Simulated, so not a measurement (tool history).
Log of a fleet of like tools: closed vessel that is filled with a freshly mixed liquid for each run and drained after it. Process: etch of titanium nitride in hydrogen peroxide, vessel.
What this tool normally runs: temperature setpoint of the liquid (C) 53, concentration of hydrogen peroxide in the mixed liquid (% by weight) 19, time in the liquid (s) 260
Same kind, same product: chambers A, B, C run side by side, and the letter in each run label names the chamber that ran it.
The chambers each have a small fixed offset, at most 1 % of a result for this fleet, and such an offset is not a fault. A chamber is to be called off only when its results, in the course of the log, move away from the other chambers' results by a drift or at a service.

run	hour	temperature setpoint of the liquid (C)	concentration of hydrogen peroxide in the mixed liquid (% by weight)	time in the liquid (s)	read-back film thickness of the titanium nitride reference wafer, read on the same gauge (nm)	thickness taken off the titanium nitride on a monitor wafer (nm)
1A	4.5	53	19	260	69.976	18.528
2C	8	53	19	260	69.98	18.187
3B	11.2	53	19	260	69.991	18.341
4C	14.4	53	19	260	70.028	18.356
5A	16.6	53	19	260	69.973	18.019
6B	19.8	53	19	260	70.003	18.313
7C	22.1	53	19	260	69.987	18.492
8A	24.4	45	22.5	260	69.928	10.54
9B	29.1	45	22.5	260	69.968	10.601
10C	31.9	45	22.5	260	69.929	10.638
11B	34.9	53	23	260	69.968	19.131
12A	38.2	53	23	260	69.983	18.932
13C	40.6	53	23	260	69.989	19.254
14B	42.8	53	19	260	70.03	18.29
15A	46.4	53	19	260	70.019	18.148
16C	50	53	19	260	69.989	18.295
# hour 50.4: chamber C: thermometer replaced
17B	54.7	53	19	260	70.009	18.379
18A	57.2	45	19	195	70.013	7.5653
19B	61.9	45	19	195	70.002	7.7158
20C	64.4	45	19	195	70.015	7.557
21A	67.1	59	19	320	69.955	33.072
22C	69.6	59	19	320	70.071	34.381
23A	73.6	59	19	320	70.01	32.765
24B	77.9	53	22	260	69.954	18.928
25A	81.9	53	22	260	70	18.264
26B	84.3	53	22	260	70.064	18.884
27C	87.9	53	19	260	70.065	18.382
# hour 88: chamber C: new drum of peroxide connected
28C	91.8	49	19	260	69.96	13.679
29A	96.6	49	19	260	69.989	13.203
30B	100.8	49	19	260	69.942	13.763
31A	103.5	46.5	19	325	69.965	13.798
32B	106.9	46.5	19	325	70.021	14.173
33C	111.3	46.5	19	325	69.986	14.369
34B	114.6	53	19	260	70.015	18.418
35A	118.1	53	19	260	69.983	17.48
36C	122.9	53	19	260	70.021	18.354
37B	125.8	53	19	260	69.963	18.422
38C	128.2	53	19	260	69.977	18.166
39A	132	53	19	260	70.005	17.205
40A	136.6	53	19	260	69.966	17.316
41B	139.5	49.5	22.5	260	70.002	14.942
42C	142.3	49.5	22.5	260	69.973	14.848
43C	147.1	49.5	22.5	260	70.006	14.827

For the next run the whole fleet of 3 chambers uses the same settings. Give each chamber's results:
44A	150.6	53	19	260		?
44B	150.6	53	19	260		?
44C	150.6	53	19	260		?

run	thickness taken off the titanium nitride on a monitor wafer (nm)
44A	17.371
44B	18.497
44C	18.426
